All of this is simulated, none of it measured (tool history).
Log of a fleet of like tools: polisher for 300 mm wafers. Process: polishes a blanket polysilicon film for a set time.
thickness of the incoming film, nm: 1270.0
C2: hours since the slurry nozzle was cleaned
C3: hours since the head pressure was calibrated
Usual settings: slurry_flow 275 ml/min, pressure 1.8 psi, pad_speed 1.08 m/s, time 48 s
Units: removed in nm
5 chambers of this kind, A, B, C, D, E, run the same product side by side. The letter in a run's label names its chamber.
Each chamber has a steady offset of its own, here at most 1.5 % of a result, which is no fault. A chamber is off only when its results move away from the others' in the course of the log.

Run 1B, hour 3.4: usual settings; wafers polished on this pad 297; C2 96.2; C3 167.6. Result: removed 254.5 nm.
Run 2D, hour 10.8: usual settings; wafers polished on this pad 219; C2 268.4; C3 1374.3. Result: removed 254.64 nm.
Run 3E, hour 17.2: usual settings; wafers polished on this pad 215; C2 193.9; C3 929.6. Result: removed 253.54 nm.
Run 4A, hour 24.4: usual settings; wafers polished on this pad 502; C2 158.9; C3 147. Result: removed 257.68 nm.
At hour 29.5: chamber B: worn pad replaced by a new one.
Run 5C, hour 29.8: usual settings but pressure 1.3 psi; wafers polished on this pad 806; C2 705.3; C3 135.8. Result: removed 182.3 nm.
Run 6A, hour 33.3: usual settings but pressure 1.3 psi; wafers polished on this pad 573; C2 167.8; C3 155.9. Result: removed 185.41 nm.
At hour 34.1: chamber A: worn pad replaced by a new one.
At hour 35.8: chamber C: worn pad replaced by a new one.
Run 7D, hour 41: usual settings but pressure 1.3 psi; wafers polished on this pad 460; C2 298.6; C3 1404.5. Result: removed 184.37 nm.
Run 8B, hour 44.4: usual settings but pressure 1.3 psi; wafers polished on this pad 119; C2 137.2; C3 208.6. Result: removed 182.49 nm.
Run 9E, hour 48.5: usual settings but pressure 1.3 psi; wafers polished on this pad 464; C2 225.2; C3 960.9. Result: removed 187.05 nm.
At hour 50.7: chamber C: slurry nozzle cleaned.
Run 10C, hour 54: usual settings; wafers polished on this pad 145; C2 3.4; C3 160. Result: removed 255.48 nm.
Run 11D, hour 57.5: usual settings; wafers polished on this pad 592; C2 315.1; C3 1421. Result: removed 253.22 nm.
Run 12C, hour 62.8: usual settings; wafers polished on this pad 215; C2 12.2; C3 168.8. Result: removed 249.97 nm.
At hour 64: chamber A: slurry nozzle cleaned.
Run 13E, hour 68.1: usual settings but pressure 2.3 psi; wafers polished on this pad 620; C2 244.8; C3 980.5. Result: removed 323.17 nm.
At hour 68.9: chamber E: head pressure recalibrated.
Run 14A, hour 73.8: usual settings but pressure 2.3 psi; wafers polished on this pad 316; C2 9.8; C3 196.4. Result: removed 323.87 nm.
At hour 76.3: chamber E: slurry nozzle cleaned.
Run 15B, hour 77.7: usual settings but pressure 2.3 psi; wafers polished on this pad 384; C2 170.5; C3 241.9. Result: removed 322.53 nm.
Run 16A, hour 83.5: usual settings but pressure 2.3 psi; wafers polished on this pad 394; C2 19.5; C3 206.1. Result: removed 330.64 nm.
Run 17C, hour 88.9: usual settings but pressure 2.3 psi; wafers polished on this pad 423; C2 38.3; C3 194.9. Result: removed 321.45 nm.
At hour 93.6: chamber B: worn pad replaced by a new one.
Run 18D, hour 94.2: usual settings; wafers polished on this pad 884; C2 351.8; C3 1457.7. Result: removed 254.57 nm.
Run 19B, hour 98.2: usual settings; wafers polished on this pad 37; C2 191; C3 262.4. Result: removed 256.43 nm.
Run 20E, hour 101.5: usual settings; wafers polished on this pad 887; C2 25.3; C3 32.7. Result: removed 253.93 nm.
Run 21A, hour 105.5: usual settings; wafers polished on this pad 569; C2 41.5; C3 228.1. Result: removed 251.71 nm.
At hour 107.6: chamber A: worn pad replaced by a new one.
Run 22D, hour 111: usual settings; wafers polished on this pad 1018; C2 368.6; C3 1474.5. Result: removed 253.12 nm.
Run 23B, hour 116.7: usual settings; wafers polished on this pad 184; C2 209.5; C3 280.9. Result: removed 256.64 nm.
At hour 123.5: chamber E: worn pad replaced by a new one.
Run 24C, hour 123.6: usual settings; wafers polished on this pad 700; C2 73; C3 229.6. Result: removed 253.99 nm.
Run 25E, hour 130.9: usual settings; wafers polished on this pad 59; C2 54.7; C3 62.1. Result: removed 251.63 nm.
Run 26E, hour 135.3: usual settings; wafers polished on this pad 94; C2 59.1; C3 66.5. Result: removed 255.33 nm.
At hour 136.2: chamber C: worn pad replaced by a new one.
Run 27A, hour 140.9: usual settings; wafers polished on this pad 265; C2 76.9; C3 263.5. Result: removed 256.17 nm.
Run 28B, hour 146.3: usual settings; wafers polished on this pad 420; C2 239.1; C3 310.5. Result: removed 255.57 nm.
Run 29D, hour 151.9: usual settings; wafers polished on this pad 1344; C2 409.5; C3 1515.4. Result: removed 255.56 nm.
Run 30C, hour 155.8: usual settings but slurry_flow 305 ml/min, time 54 s; wafers polished on this pad 156; C2 105.2; C3 261.8. Result: removed 287.24 nm.
At hour 161.8: chamber B: worn pad replaced by a new one.
Run 31B, hour 162.8: usual settings but slurry_flow 305 ml/min, time 54 s; wafers polished on this pad 8; C2 255.6; C3 327. Result: removed 290.71 nm.
Run 32A, hour 168.7: usual settings but slurry_flow 305 ml/min, time 54 s; wafers polished on this pad 487; C2 104.7; C3 291.3. Result: removed 292.2 nm.
Run 33C, hour 176.4: usual settings but slurry_flow 305 ml/min, time 54 s; wafers polished on this pad 320; C2 125.8; C3 282.4. Result: removed 287.19 nm.
Run 34D, hour 180.1: usual settings but slurry_flow 305 ml/min, time 54 s; wafers polished on this pad 1569; C2 437.7; C3 1543.6. Result: removed 288.18 nm.

Is one chamber off against the others, does the gauge drift, or is nothing wrong? If a chamber is off, say which, and what the likeliest cause is.

No chamber stands off beyond its own small offset, and the gauge holds steady.
